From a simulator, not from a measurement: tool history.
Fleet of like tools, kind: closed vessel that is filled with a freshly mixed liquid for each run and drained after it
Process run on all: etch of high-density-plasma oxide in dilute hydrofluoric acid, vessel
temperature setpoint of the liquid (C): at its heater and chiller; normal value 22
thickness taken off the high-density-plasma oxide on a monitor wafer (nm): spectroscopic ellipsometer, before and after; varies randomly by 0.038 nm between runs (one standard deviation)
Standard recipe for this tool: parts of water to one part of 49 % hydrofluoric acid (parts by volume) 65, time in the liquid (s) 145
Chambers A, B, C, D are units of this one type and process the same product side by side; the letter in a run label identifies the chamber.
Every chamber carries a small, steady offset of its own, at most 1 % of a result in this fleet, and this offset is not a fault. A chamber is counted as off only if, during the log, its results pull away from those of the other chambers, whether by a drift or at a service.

run	day	temperature setpoint of the liquid (C)	parts of water to one part of 49 % hydrofluoric acid (parts by volume)	time in the liquid (s)	hours since the thermometer was replaced	hours since the hydrofluoric acid flow meter was replaced	read-back film thickness of the high-density-plasma oxide reference wafer, read on the same gauge (nm)	thickness taken off the high-density-plasma oxide on a monitor wafer (nm)
1C	0.517	22	65	145	1088.1	34.9	30.028	10.904
2D	0.808	22	65	145	1397.1	458.4	29.988	10.834
# day 1.246: chamber B: hydrofluoric acid flow meter replaced
3B	1.388	22	65	145	214.6	3.4	29.966	10.825
4A	1.9	22	65	145	481.6	274.4	30.047	10.977
5B	2.388	22	65	145	238.6	27.4	29.968	10.856
6A	2.8	22	65	145	503.2	296	30.004	11.026
7C	3.254	22	65	145	1153.8	100.6	30.001	10.97
8D	3.625	22	65	145	1464.7	526	30.018	10.887
9C	4.133	22	65	145	1174.9	121.7	29.993	10.91
10D	4.712	22	65	145	1490.8	552.1	29.998	10.904
11A	5.025	22	65	145	556.6	349.4	30.005	10.947
12B	5.508	22	65	145	313.5	102.3	29.972	10.861
13D	5.975	22	65	145	1521.1	582.4	30.032	10.932
14C	6.433	22	65	145	1230.1	176.9	29.973	10.961
15B	6.992	22	65	145	349.1	137.9	29.995	10.838
16A	7.529	22	65	145	616.7	409.5	29.976	11.004
17D	7.946	22	65	145	1568.4	629.7	29.987	10.927
18B	8.375	22	65	145	382.3	171.1	29.979	10.9
19A	8.854	22	65	145	648.5	441.3	29.951	10.93
20C	9.362	22	65	145	1300.4	247.2	30.023	10.902
21A	9.912	22	65	145	673.9	466.7	29.997	10.989
22B	10.292	22	65	145	428.3	217.1	30.025	10.907
23D	10.629	22	90	145	1632.8	694.1	30.001	7.7179
24C	10.958	22	90	145	1338.7	285.5	29.941	7.6491
25D	11.404	22	90	145	1651.4	712.7	30.009	7.6263
26B	11.842	22	90	145	465.5	254.3	30.002	7.568
27C	12.45	22	65	145	1374.5	321.3	30.029	10.932
28A	13.079	22	65	145	749.9	542.7	30.01	10.996
29C	13.708	22	65	145	1404.7	351.5	30.012	11.016
30D	14.142	22	65	145	1717.1	778.4	29.989	10.893
31B	14.688	22	65	145	533.8	322.6	30.002	10.935

For the next run the whole fleet of 4 chambers uses the same settings. Give each chamber's results:
32A	15.15	22	65	145				?
32B	15.15	22	65	145				?
32C	15.15	22	65	145				?
32D	15.15	22	65	145				?

run	thickness taken off the high-density-plasma oxide on a monitor wafer (nm)
32A	10.945
32B	10.863
32C	10.943
32D	10.95
